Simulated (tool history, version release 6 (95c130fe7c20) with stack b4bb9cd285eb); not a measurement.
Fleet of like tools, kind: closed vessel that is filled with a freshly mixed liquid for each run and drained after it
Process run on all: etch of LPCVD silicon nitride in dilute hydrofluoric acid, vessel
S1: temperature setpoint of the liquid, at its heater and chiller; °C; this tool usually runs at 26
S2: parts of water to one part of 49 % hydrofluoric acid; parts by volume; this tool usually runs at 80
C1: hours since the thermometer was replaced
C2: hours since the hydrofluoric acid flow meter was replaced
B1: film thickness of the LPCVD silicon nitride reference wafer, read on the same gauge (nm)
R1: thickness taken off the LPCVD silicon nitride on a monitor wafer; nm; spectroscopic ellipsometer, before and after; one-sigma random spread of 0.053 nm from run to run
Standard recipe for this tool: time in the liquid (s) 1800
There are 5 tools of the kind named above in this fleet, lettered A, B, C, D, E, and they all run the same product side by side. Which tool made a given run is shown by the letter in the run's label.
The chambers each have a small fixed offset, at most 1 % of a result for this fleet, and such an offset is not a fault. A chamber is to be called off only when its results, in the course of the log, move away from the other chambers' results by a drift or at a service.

{"run": "1C", "hour": 11.6, "S1": 26, "S2": 80, "time in the liquid (s)": 1800, "C1": 1621.5, "C2": 301.8, "B1": 149.97, "R1": 12.827}
{"run": "2D", "hour": 21.1, "S1": 26, "S2": 80, "time in the liquid (s)": 1800, "C1": 1034.0, "C2": 1169.0, "B1": 150.0, "R1": 12.877}
{"run": "3A", "hour": 26.6, "S1": 26, "S2": 80, "time in the liquid (s)": 1800, "C1": 2376.0, "C2": 967.1, "B1": 150.01, "R1": 12.843}
{"run": "4B", "hour": 34.2, "S1": 26, "S2": 80, "time in the liquid (s)": 1800, "C1": 35.9, "C2": 1058.1, "B1": 150.0, "R1": 13.016}
{"run": "5E", "hour": 41.4, "S1": 23, "S2": 80, "time in the liquid (s)": 1390, "C1": 2424.1, "C2": 325.0, "B1": 150.0, "R1": 8.1812}
{"run": "6C", "hour": 48.0, "S1": 23, "S2": 80, "time in the liquid (s)": 1390, "C1": 1657.9, "C2": 338.2, "B1": 150.0, "R1": 8.1848}
{"run": "7A", "hour": 57.9, "S1": 23, "S2": 80, "time in the liquid (s)": 1390, "C1": 2407.3, "C2": 998.4, "B1": 150.0, "R1": 8.1478}
{"run": "8B", "hour": 66.8, "S1": 23, "S2": 80, "time in the liquid (s)": 1390, "C1": 68.5, "C2": 1090.7, "B1": 150.0, "R1": 8.1959}
{"run": "9E", "hour": 74.0, "S1": 23, "S2": 80, "time in the liquid (s)": 1390, "C1": 2456.7, "C2": 357.6, "B1": 150.02, "R1": 8.1942}
{"run": "10D", "hour": 79.9, "S1": 26, "S2": 80, "time in the liquid (s)": 1800, "C1": 1092.8, "C2": 1227.8, "B1": 150.01, "R1": 12.884}
{"hour": 89.3, "done": "chamber B: hydrofluoric acid flow meter replaced"}
{"run": "11B", "hour": 90.0, "S1": 26, "S2": 80, "time in the liquid (s)": 1800, "C1": 91.7, "C2": 0.7, "B1": 150.0, "R1": 13.032}
{"run": "12C", "hour": 97.7, "S1": 26, "S2": 80, "time in the liquid (s)": 1800, "C1": 1707.6, "C2": 387.9, "B1": 149.99, "R1": 12.808}
{"run": "13A", "hour": 106.3, "S1": 22, "S2": 80, "time in the liquid (s)": 770, "C1": 2455.7, "C2": 1046.8, "B1": 149.98, "R1": 4.2255}
{"run": "14D", "hour": 115.9, "S1": 22, "S2": 80, "time in the liquid (s)": 770, "C1": 1128.8, "C2": 1263.8, "B1": 150.01, "R1": 4.2336}
{"run": "15E", "hour": 124.9, "S1": 22, "S2": 80, "time in the liquid (s)": 770, "C1": 2507.6, "C2": 408.5, "B1": 150.01, "R1": 4.2422}
{"run": "16C", "hour": 131.2, "S1": 22, "S2": 80, "time in the liquid (s)": 770, "C1": 1741.1, "C2": 421.4, "B1": 150.02, "R1": 4.2228}
{"run": "17A", "hour": 140.8, "S1": 22, "S2": 80, "time in the liquid (s)": 770, "C1": 2490.2, "C2": 1081.3, "B1": 149.99, "R1": 4.1993}
{"run": "18E", "hour": 151.9, "S1": 26, "S2": 80, "time in the liquid (s)": 1800, "C1": 2534.6, "C2": 435.5, "B1": 150.0, "R1": 12.816}
{"hour": 162.9, "done": "chamber D: hydrofluoric acid flow meter replaced"}
{"run": "19D", "hour": 162.9, "S1": 26, "S2": 80, "time in the liquid (s)": 1800, "C1": 1175.8, "C2": 0.0, "B1": 150.0, "R1": 12.838}
{"run": "20B", "hour": 172.4, "S1": 26, "S2": 110, "time in the liquid (s)": 2210, "C1": 174.1, "C2": 83.1, "B1": 150.01, "R1": 11.666}
{"run": "21C", "hour": 181.2, "S1": 26, "S2": 110, "time in the liquid (s)": 2210, "C1": 1791.1, "C2": 471.4, "B1": 150.0, "R1": 11.436}
{"run": "22D", "hour": 189.6, "S1": 26, "S2": 110, "time in the liquid (s)": 2210, "C1": 1202.5, "C2": 26.7, "B1": 150.01, "R1": 11.549}
{"run": "23B", "hour": 196.7, "S1": 26, "S2": 110, "time in the liquid (s)": 2210, "C1": 198.4, "C2": 107.4, "B1": 150.01, "R1": 11.566}
{"run": "24E", "hour": 207.5, "S1": 26, "S2": 110, "time in the liquid (s)": 2210, "C1": 2590.2, "C2": 491.1, "B1": 150.01, "R1": 11.6}
{"run": "25A", "hour": 213.9, "S1": 26, "S2": 80, "time in the liquid (s)": 1800, "C1": 2563.3, "C2": 1154.4, "B1": 150.0, "R1": 12.87}
{"run": "26E", "hour": 221.9, "S1": 26, "S2": 80, "time in the liquid (s)": 1800, "C1": 2604.6, "C2": 505.5, "B1": 150.0, "R1": 12.892}
{"run": "27D", "hour": 227.6, "S1": 26, "S2": 80, "time in the liquid (s)": 1800, "C1": 1240.5, "C2": 64.7, "B1": 150.0, "R1": 12.752}
{"run": "28A", "hour": 236.3, "S1": 26, "S2": 80, "time in the liquid (s)": 1800, "C1": 2585.7, "C2": 1176.8, "B1": 150.0, "R1": 12.874}
{"run": "29C", "hour": 244.9, "S1": 26, "S2": 80, "time in the liquid (s)": 1800, "C1": 1854.8, "C2": 535.1, "B1": 149.99, "R1": 12.859}
{"run": "30B", "hour": 253.8, "S1": 26, "S2": 80, "time in the liquid (s)": 1800, "C1": 255.5, "C2": 164.5, "B1": 150.0, "R1": 12.943}

Has any chamber moved away from the others, gradually or after a service, or does the common gauge drift, or do the chambers differ only by their own small steady offsets? State the chamber and the most likely cause if one applies.

No chamber stands off beyond its own small offset, and the gauge holds steady.
